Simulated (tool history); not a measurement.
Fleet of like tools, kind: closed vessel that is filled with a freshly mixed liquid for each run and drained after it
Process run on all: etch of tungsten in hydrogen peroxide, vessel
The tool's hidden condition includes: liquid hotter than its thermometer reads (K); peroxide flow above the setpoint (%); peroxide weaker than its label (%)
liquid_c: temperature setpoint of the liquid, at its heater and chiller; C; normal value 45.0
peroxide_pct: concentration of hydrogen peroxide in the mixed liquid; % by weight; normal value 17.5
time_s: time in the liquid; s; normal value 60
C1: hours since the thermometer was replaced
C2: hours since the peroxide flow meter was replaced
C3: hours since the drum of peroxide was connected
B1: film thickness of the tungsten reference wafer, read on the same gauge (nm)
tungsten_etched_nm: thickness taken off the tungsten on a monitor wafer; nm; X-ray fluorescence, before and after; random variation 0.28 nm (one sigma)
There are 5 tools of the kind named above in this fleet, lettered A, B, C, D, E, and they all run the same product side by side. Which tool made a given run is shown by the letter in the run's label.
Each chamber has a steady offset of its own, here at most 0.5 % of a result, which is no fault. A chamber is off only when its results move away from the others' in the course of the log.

{"run": "1D", "day": 0.642, "liquid_c": 45.0, "peroxide_pct": 17.5, "time_s": 60, "C1": 792.5, "C2": 17.8, "C3": 737.3, "B1": 150.05, "tungsten_etched_nm": 56.316}
{"day": 0.725, "done": "chamber B: peroxide flow meter replaced"}
{"run": "2C", "day": 1.138, "liquid_c": 45.0, "peroxide_pct": 17.5, "time_s": 60, "C1": 1701.0, "C2": 1392.3, "C3": 385.3, "B1": 150.02, "tungsten_etched_nm": 56.246}
{"run": "3E", "day": 1.446, "liquid_c": 45.0, "peroxide_pct": 17.5, "time_s": 60, "C1": 656.7, "C2": 638.8, "C3": 782.2, "B1": 149.95, "tungsten_etched_nm": 56.053}
{"day": 1.525, "done": "chamber E: new drum of peroxide connected"}
{"run": "4A", "day": 1.979, "liquid_c": 45.0, "peroxide_pct": 17.5, "time_s": 60, "C1": 1494.4, "C2": 1054.5, "C3": 317.0, "B1": 150.0, "tungsten_etched_nm": 56.22}
{"run": "5B", "day": 2.371, "liquid_c": 45.0, "peroxide_pct": 17.5, "time_s": 60, "C1": 277.6, "C2": 39.5, "C3": 244.2, "B1": 150.04, "tungsten_etched_nm": 56.779}
{"run": "6E", "day": 2.925, "liquid_c": 45.0, "peroxide_pct": 17.5, "time_s": 60, "C1": 692.2, "C2": 674.3, "C3": 33.7, "B1": 149.98, "tungsten_etched_nm": 56.145}
{"run": "7B", "day": 3.6, "liquid_c": 38.5, "peroxide_pct": 17.5, "time_s": 60, "C1": 307.1, "C2": 69.0, "C3": 273.7, "B1": 150.01, "tungsten_etched_nm": 37.521}
{"day": 3.817, "done": "chamber A: new drum of peroxide connected"}
{"run": "8C", "day": 4.154, "liquid_c": 38.5, "peroxide_pct": 17.5, "time_s": 60, "C1": 1773.4, "C2": 1464.7, "C3": 457.7, "B1": 149.99, "tungsten_etched_nm": 37.209}
{"run": "9D", "day": 4.467, "liquid_c": 38.5, "peroxide_pct": 17.5, "time_s": 60, "C1": 884.3, "C2": 109.6, "C3": 829.1, "B1": 150.01, "tungsten_etched_nm": 37.457}
{"day": 4.542, "done": "chamber E: thermometer replaced"}
{"run": "10A", "day": 5.008, "liquid_c": 38.5, "peroxide_pct": 17.5, "time_s": 60, "C1": 1567.1, "C2": 1127.2, "C3": 28.7, "B1": 149.96, "tungsten_etched_nm": 37.127}
{"day": 5.2, "done": "chamber C: new drum of peroxide connected"}
{"run": "11E", "day": 5.475, "liquid_c": 38.5, "peroxide_pct": 17.5, "time_s": 60, "C1": 22.4, "C2": 735.5, "C3": 94.9, "B1": 150.0, "tungsten_etched_nm": 37.322}
{"run": "12C", "day": 5.842, "liquid_c": 45.0, "peroxide_pct": 17.5, "time_s": 60, "C1": 1813.9, "C2": 1505.2, "C3": 15.4, "B1": 150.03, "tungsten_etched_nm": 56.367}
{"run": "13D", "day": 6.242, "liquid_c": 45.0, "peroxide_pct": 17.5, "time_s": 60, "C1": 926.9, "C2": 152.2, "C3": 871.7, "B1": 149.98, "tungsten_etched_nm": 55.516}
{"run": "14B", "day": 6.654, "liquid_c": 45.0, "peroxide_pct": 17.5, "time_s": 60, "C1": 380.4, "C2": 142.3, "C3": 347.0, "B1": 149.99, "tungsten_etched_nm": 57.536}
{"run": "15A", "day": 7.162, "liquid_c": 45.0, "peroxide_pct": 17.5, "time_s": 60, "C1": 1618.8, "C2": 1178.9, "C3": 80.4, "B1": 149.97, "tungsten_etched_nm": 56.512}
{"run": "16C", "day": 7.708, "liquid_c": 45.0, "peroxide_pct": 17.5, "time_s": 60, "C1": 1858.7, "C2": 1550.0, "C3": 60.2, "B1": 149.95, "tungsten_etched_nm": 56.862}
{"run": "17A", "day": 8.3, "liquid_c": 45.0, "peroxide_pct": 17.5, "time_s": 60, "C1": 1646.1, "C2": 1206.2, "C3": 107.7, "B1": 150.0, "tungsten_etched_nm": 56.195}
{"run": "18D", "day": 8.612, "liquid_c": 52.5, "peroxide_pct": 17.5, "time_s": 60, "C1": 983.8, "C2": 209.1, "C3": 928.6, "B1": 149.96, "tungsten_etched_nm": 88.412}
{"run": "19B", "day": 9.104, "liquid_c": 52.5, "peroxide_pct": 17.5, "time_s": 60, "C1": 439.2, "C2": 201.1, "C3": 405.8, "B1": 150.0, "tungsten_etched_nm": 91.985}
{"run": "20E", "day": 9.579, "liquid_c": 52.5, "peroxide_pct": 17.5, "time_s": 60, "C1": 120.9, "C2": 834.0, "C3": 193.4, "B1": 150.01, "tungsten_etched_nm": 89.349}
{"run": "21C", "day": 10.233, "liquid_c": 52.5, "peroxide_pct": 17.5, "time_s": 60, "C1": 1919.3, "C2": 1610.6, "C3": 120.8, "B1": 149.95, "tungsten_etched_nm": 89.287}
{"run": "22E", "day": 10.558, "liquid_c": 52.5, "peroxide_pct": 17.5, "time_s": 60, "C1": 144.4, "C2": 857.5, "C3": 216.9, "B1": 150.0, "tungsten_etched_nm": 89.772}
{"run": "23A", "day": 10.938, "liquid_c": 45.0, "peroxide_pct": 17.5, "time_s": 60, "C1": 1709.4, "C2": 1269.5, "C3": 171.0, "B1": 150.05, "tungsten_etched_nm": 56.631}
{"run": "24D", "day": 11.504, "liquid_c": 45.0, "peroxide_pct": 17.5, "time_s": 60, "C1": 1053.2, "C2": 278.5, "C3": 998.0, "B1": 150.02, "tungsten_etched_nm": 56.396}
{"run": "25B", "day": 11.833, "liquid_c": 45.0, "peroxide_pct": 17.5, "time_s": 60, "C1": 504.7, "C2": 266.6, "C3": 471.3, "B1": 150.01, "tungsten_etched_nm": 58.988}
{"run": "26A", "day": 12.438, "liquid_c": 45.0, "peroxide_pct": 17.5, "time_s": 60, "C1": 1745.4, "C2": 1305.5, "C3": 207.0, "B1": 150.03, "tungsten_etched_nm": 56.374}
{"run": "27D", "day": 12.754, "liquid_c": 36.5, "peroxide_pct": 17.5, "time_s": 80, "C1": 1083.2, "C2": 308.5, "C3": 1028.0, "B1": 150.01, "tungsten_etched_nm": 43.677}
{"run": "28E", "day": 13.175, "liquid_c": 36.5, "peroxide_pct": 17.5, "time_s": 80, "C1": 207.2, "C2": 920.3, "C3": 279.7, "B1": 150.0, "tungsten_etched_nm": 43.5}
{"day": 13.471, "done": "chamber B: new drum of peroxide connected"}
{"run": "29C", "day": 13.638, "liquid_c": 36.5, "peroxide_pct": 17.5, "time_s": 80, "C1": 2001.0, "C2": 1692.3, "C3": 202.5, "B1": 149.99, "tungsten_etched_nm": 43.709}
{"run": "30B", "day": 14.012, "liquid_c": 36.5, "peroxide_pct": 17.5, "time_s": 80, "C1": 557.0, "C2": 318.9, "C3": 13.0, "B1": 150.04, "tungsten_etched_nm": 46.657}
{"run": "31A", "day": 14.625, "liquid_c": 36.5, "peroxide_pct": 17.5, "time_s": 80, "C1": 1797.9, "C2": 1358.0, "C3": 259.5, "B1": 149.99, "tungsten_etched_nm": 43.292}
{"run": "32B", "day": 15.15, "liquid_c": 45.0, "peroxide_pct": 17.5, "time_s": 60, "C1": 584.3, "C2": 346.2, "C3": 40.3, "B1": 150.04, "tungsten_etched_nm": 59.829}
{"run": "33C", "day": 15.808, "liquid_c": 45.0, "peroxide_pct": 17.5, "time_s": 60, "C1": 2053.1, "C2": 1744.4, "C3": 254.6, "B1": 150.0, "tungsten_etched_nm": 55.925}
{"run": "34E", "day": 16.429, "liquid_c": 45.0, "peroxide_pct": 17.5, "time_s": 60, "C1": 285.3, "C2": 998.4, "C3": 357.8, "B1": 149.98, "tungsten_etched_nm": 56.544}
{"run": "35D", "day": 16.779, "liquid_c": 36.5, "peroxide_pct": 21.0, "time_s": 60, "C1": 1179.8, "C2": 405.1, "C3": 1124.6, "B1": 150.0, "tungsten_etched_nm": 35.874}
{"run": "36D", "day": 17.338, "liquid_c": 36.5, "peroxide_pct": 21.0, "time_s": 60, "C1": 1193.2, "C2": 418.5, "C3": 1138.0, "B1": 149.98, "tungsten_etched_nm": 35.78}

What goes on in this fleet: one chamber off, a drifting gauge, or nothing beyond the chambers' own small offsets? Name the chamber and the cause, if any.

One chamber, B, drifts off from the rest bit by bit.
What lies behind it: liquid hotter than its thermometer reads (K) = 1.01.
With only this log, it may be confused with: peroxide flow above the setpoint (%).

Chamber B could run next with any of the 4 candidate recipes listed below; each alters the usual settings, and their results appear as question marks. Which one brings its results back in line with what the other chambers deliver on the usual settings?
In-line tolerance around the mean of the other chambers on the usual settings: tungsten_etched_nm 0.970 nm
{"run": "37B-1", "day": 17.825, "liquid_c": 45.0, "peroxide_pct": 16.5, "time_s": 60, "tungsten_etched_nm": "?"}
{"run": "37B-2", "day": 17.825, "liquid_c": 45.5, "peroxide_pct": 17.5, "time_s": 60, "tungsten_etched_nm": "?"}
{"run": "37B-3", "day": 17.825, "liquid_c": 46.0, "peroxide_pct": 17.5, "time_s": 60, "tungsten_etched_nm": "?"}
{"run": "37B-4", "day": 17.825, "liquid_c": 44.0, "peroxide_pct": 17.5, "time_s": 60, "tungsten_etched_nm": "?"}

On the usual settings, the other chambers give on average: tungsten_etched_nm 56.343 nm
run=37B-1 tungsten_etched_nm=58.628
run=37B-2 tungsten_etched_nm=62.230
run=37B-3 tungsten_etched_nm=64.161
run=37B-4 tungsten_etched_nm=56.711
Change 37B-4 lands the chamber within the allowed miss of the other chambers.

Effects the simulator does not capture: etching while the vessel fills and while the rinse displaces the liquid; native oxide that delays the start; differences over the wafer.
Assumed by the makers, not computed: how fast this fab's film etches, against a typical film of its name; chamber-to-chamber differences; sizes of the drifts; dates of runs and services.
